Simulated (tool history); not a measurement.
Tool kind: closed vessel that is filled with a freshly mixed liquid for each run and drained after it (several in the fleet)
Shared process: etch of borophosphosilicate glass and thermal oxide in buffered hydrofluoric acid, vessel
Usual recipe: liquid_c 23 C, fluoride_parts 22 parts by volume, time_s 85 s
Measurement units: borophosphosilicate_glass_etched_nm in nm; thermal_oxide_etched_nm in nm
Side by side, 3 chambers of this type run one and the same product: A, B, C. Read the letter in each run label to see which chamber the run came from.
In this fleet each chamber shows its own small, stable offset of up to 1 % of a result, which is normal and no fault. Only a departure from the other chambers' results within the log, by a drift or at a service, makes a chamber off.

| run | day | liquid_c | fluoride_parts | time_s | read-back film thickness of the borophosphosilicate glass reference wafer, read on the same gauge (nm) | read-back film thickness of the thermal oxide reference wafer, read on the same gauge (nm) | borophosphosilicate_glass_etched_nm | thermal_oxide_etched_nm |
|---|---|---|---|---|---|---|---|---|
| 1B | 0.142 | 23 | 22 | 85 | 30.024 | 139.99 | 49.538 | 43.902 |
| 2A | 0.275 | 23 | 22 | 85 | 29.951 | 139.98 | 50.306 | 43.802 |
| 3C | 0.388 | 23 | 22 | 85 | 29.985 | 140.00 | 50.971 | 45.184 |
| 4A | 0.533 | 23 | 22 | 85 | 29.991 | 140.00 | 50.793 | 44.555 |
| 5C | 0.704 | 23 | 22 | 85 | 30.024 | 139.99 | 50.429 | 45.507 |
| 6B | 0.929 | 23 | 22 | 85 | 29.996 | 140.01 | 51.319 | 44.435 |
| 7A | 1.083 | 23 | 22 | 85 | 29.978 | 139.98 | 50.492 | 44.735 |
| 8B | 1.279 | 23 | 22 | 85 | 29.964 | 139.99 | 50.289 | 44.443 |
| 9C | 1.512 | 23 | 22 | 85 | 29.976 | 140.01 | 51.017 | 45.699 |
| 10C | 1.750 | 23 | 22 | 85 | 30.008 | 140.01 | 51.806 | 45.308 |
| 11A | 1.988 | 23 | 22 | 85 | 29.995 | 140.01 | 50.519 | 44.967 |
| 12B | 2.167 | 23 | 22 | 85 | 30.007 | 139.99 | 51.230 | 44.557 |
| 13C | 2.292 | 23 | 22 | 85 | 29.983 | 139.99 | 52.091 | 45.979 |
| 14B | 2.408 | 23 | 22 | 85 | 30.026 | 140.01 | 50.836 | 44.875 |
| 15A | 2.621 | 23 | 22 | 85 | 29.999 | 140.00 | 50.808 | 43.960 |
| 16C | 2.854 | 23 | 22 | 85 | 29.982 | 139.99 | 53.679 | 46.752 |
| 17A | 2.979 | 23 | 22 | 85 | 30.045 | 140.01 | 49.971 | 44.595 |
| 18B | 3.154 | 23 | 15 | 85 | 30.002 | 139.99 | 71.663 | 62.902 |
| 19C | 3.383 | 23 | 15 | 85 | 30.050 | 140.00 | 77.594 | 68.099 |
| 20A | 3.567 | 23 | 15 | 85 | 29.975 | 140.02 | 72.041 | 63.295 |
| 21B | 3.796 | 23 | 22 | 85 | 30.044 | 139.99 | 50.404 | 45.763 |

Next, every chamber runs the same settings. What will each give?
| 22A | 3.979 | 25 | 22 | 85 |  |  | ? | ? |
| 22B | 3.979 | 25 | 22 | 85 |  |  | ? | ? |
| 22C | 3.979 | 25 | 22 | 85 |  |  | ? | ? |

| run | borophosphosilicate_glass_etched_nm | thermal_oxide_etched_nm |
|---|---|---|
| 22A | 55.933 | 50.240 |
| 22B | 55.186 | 49.720 |
| 22C | 61.970 | 53.649 |
